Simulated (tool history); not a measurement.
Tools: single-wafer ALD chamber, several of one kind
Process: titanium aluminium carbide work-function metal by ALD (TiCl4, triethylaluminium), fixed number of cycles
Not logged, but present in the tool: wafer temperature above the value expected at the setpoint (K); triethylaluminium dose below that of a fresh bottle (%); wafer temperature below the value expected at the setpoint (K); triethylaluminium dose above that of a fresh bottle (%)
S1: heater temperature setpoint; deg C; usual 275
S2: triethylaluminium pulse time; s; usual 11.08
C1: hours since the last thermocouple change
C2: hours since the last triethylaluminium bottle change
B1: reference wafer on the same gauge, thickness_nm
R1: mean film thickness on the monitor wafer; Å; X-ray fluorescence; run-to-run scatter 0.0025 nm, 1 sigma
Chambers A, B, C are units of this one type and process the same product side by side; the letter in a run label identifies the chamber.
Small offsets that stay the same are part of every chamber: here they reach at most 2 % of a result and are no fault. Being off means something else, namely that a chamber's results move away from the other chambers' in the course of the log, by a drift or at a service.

run 1B hour=8.5 | S1=275 S2=11.08 | C1=535.6 C2=223.5 | B1=1.66 | R1=17.922
run 2A hour=14.6 | S1=275 S2=11.08 | C1=63.1 C2=1302 | B1=1.6609 | R1=17.69
run 3C hour=19.1 | S1=275 S2=11.08 | C1=2015.3 C2=762.1 | B1=1.6607 | R1=18.196
run 4C hour=26.3 | S1=275 S2=11.08 | C1=2022.5 C2=769.3 | B1=1.6604 | R1=18.206
run 5B hour=31.4 | S1=275 S2=11.08 | C1=558.5 C2=246.4 | B1=1.6609 | R1=17.95
run 6A hour=41.2 | S1=275 S2=11.08 | C1=89.7 C2=1328.6 | B1=1.6612 | R1=17.777
run 7A hour=50.8 | S1=275 S2=14.82 | C1=99.3 C2=1338.2 | B1=1.6611 | R1=18.025
run 8B hour=59.6 | S1=275 S2=14.82 | C1=586.7 C2=274.6 | B1=1.6616 | R1=18.195
run 9C hour=66.4 | S1=275 S2=14.82 | C1=2062.6 C2=809.4 | B1=1.6624 | R1=18.486
-- hour=73.2 chamber C: triethylaluminium bottle replaced
run 10A hour=75.3 | S1=275 S2=11.08 | C1=123.8 C2=1362.7 | B1=1.6627 | R1=17.724
run 11C hour=80.9 | S1=263 S2=15.31 | C1=2077.1 C2=7.8 | B1=1.6626 | R1=17.461
run 12B hour=88.3 | S1=263 S2=15.31 | C1=615.4 C2=303.3 | B1=1.6632 | R1=17.253
run 13B hour=95.7 | S1=263 S2=15.31 | C1=622.8 C2=310.7 | B1=1.6627 | R1=17.25
run 14A hour=104.2 | S1=275 S2=11.08 | C1=152.7 C2=1391.6 | B1=1.6633 | R1=17.749
run 15C hour=112.6 | S1=275 S2=11.08 | C1=2108.8 C2=39.5 | B1=1.6632 | R1=18.231
run 16A hour=119.4 | S1=275 S2=11.08 | C1=167.9 C2=1406.8 | B1=1.6638 | R1=17.743
run 17C hour=127.2 | S1=275 S2=11.08 | C1=2123.4 C2=54.1 | B1=1.6642 | R1=18.277
run 18B hour=135.9 | S1=275 S2=11.08 | C1=663 C2=350.9 | B1=1.6642 | R1=18
run 19C hour=145.3 | S1=275 S2=11.08 | C1=2141.5 C2=72.2 | B1=1.6644 | R1=18.249
run 20B hour=153.2 | S1=275 S2=11.08 | C1=680.3 C2=368.2 | B1=1.6644 | R1=18.004
run 21A hour=160.1 | S1=275 S2=11.08 | C1=208.6 C2=1447.5 | B1=1.6655 | R1=17.716
run 22A hour=169.9 | S1=275 S2=11.08 | C1=218.4 C2=1457.3 | B1=1.6656 | R1=17.769
run 23C hour=177.8 | S1=275 S2=11.08 | C1=2174 C2=104.7 | B1=1.6651 | R1=18.218
run 24B hour=184.3 | S1=275 S2=11.08 | C1=711.4 C2=399.3 | B1=1.6654 | R1=17.984
run 25B hour=194.6 | S1=275 S2=11.08 | C1=721.7 C2=409.6 | B1=1.6659 | R1=18.023
run 26A hour=200.5 | S1=275 S2=11.08 | C1=249 C2=1487.9 | B1=1.6653 | R1=17.815
run 27C hour=207.1 | S1=275 S2=11.08 | C1=2203.3 C2=134 | B1=1.6667 | R1=18.229
run 28C hour=214.2 | S1=275 S2=11.08 | C1=2210.4 C2=141.1 | B1=1.6671 | R1=18.265
run 29B hour=219.5 | S1=275 S2=11.08 | C1=746.6 C2=434.5 | B1=1.6677 | R1=18.015
run 30A hour=228.8 | S1=264 S2=13.49 | C1=277.3 C2=1516.2 | B1=1.667 | R1=17.096
run 31C hour=236.3 | S1=264 S2=13.49 | C1=2232.5 C2=163.2 | B1=1.667 | R1=17.51
run 32A hour=243.9 | S1=264 S2=13.49 | C1=292.4 C2=1531.3 | B1=1.6675 | R1=17.052
-- hour=249.5 chamber C: thermocouple changed; heater temperature recalibrated
run 33B hour=249.7 | S1=275 S2=11.08 | C1=776.8 C2=464.7 | B1=1.6676 | R1=18.038
run 34A hour=257.8 | S1=275 S2=11.08 | C1=306.3 C2=1545.2 | B1=1.6679 | R1=17.803
run 35B hour=263.8 | S1=261 S2=14.89 | C1=790.9 C2=478.8 | B1=1.6678 | R1=17.097
run 36C hour=269.6 | S1=261 S2=14.89 | C1=20.1 C2=196.5 | B1=1.6679 | R1=17.363
run 37A hour=279.3 | S1=261 S2=14.89 | C1=327.8 C2=1566.7 | B1=1.6687 | R1=16.909
run 38B hour=287 | S1=275 S2=11.08 | C1=814.1 C2=502 | B1=1.6695 | R1=17.98
run 39C hour=293 | S1=275 S2=11.08 | C1=43.5 C2=219.9 | B1=1.6686 | R1=18.287
run 40A hour=299.9 | S1=275 S2=11.08 | C1=348.4 C2=1587.3 | B1=1.6695 | R1=17.796
run 41C hour=304.4 | S1=275 S2=11.08 | C1=54.9 C2=231.3 | B1=1.6689 | R1=18.275

The same settings go to every chamber for the next run, one line per chamber below. Forecast the results for each:
run 42A hour=311.8 | S1=275 S2=13.93 | R1=?
run 42B hour=311.8 | S1=275 S2=13.93 | R1=?
run 42C hour=311.8 | S1=275 S2=13.93 | R1=?

run=42A R1=18.036
run=42B R1=18.25
run=42C R1=18.57

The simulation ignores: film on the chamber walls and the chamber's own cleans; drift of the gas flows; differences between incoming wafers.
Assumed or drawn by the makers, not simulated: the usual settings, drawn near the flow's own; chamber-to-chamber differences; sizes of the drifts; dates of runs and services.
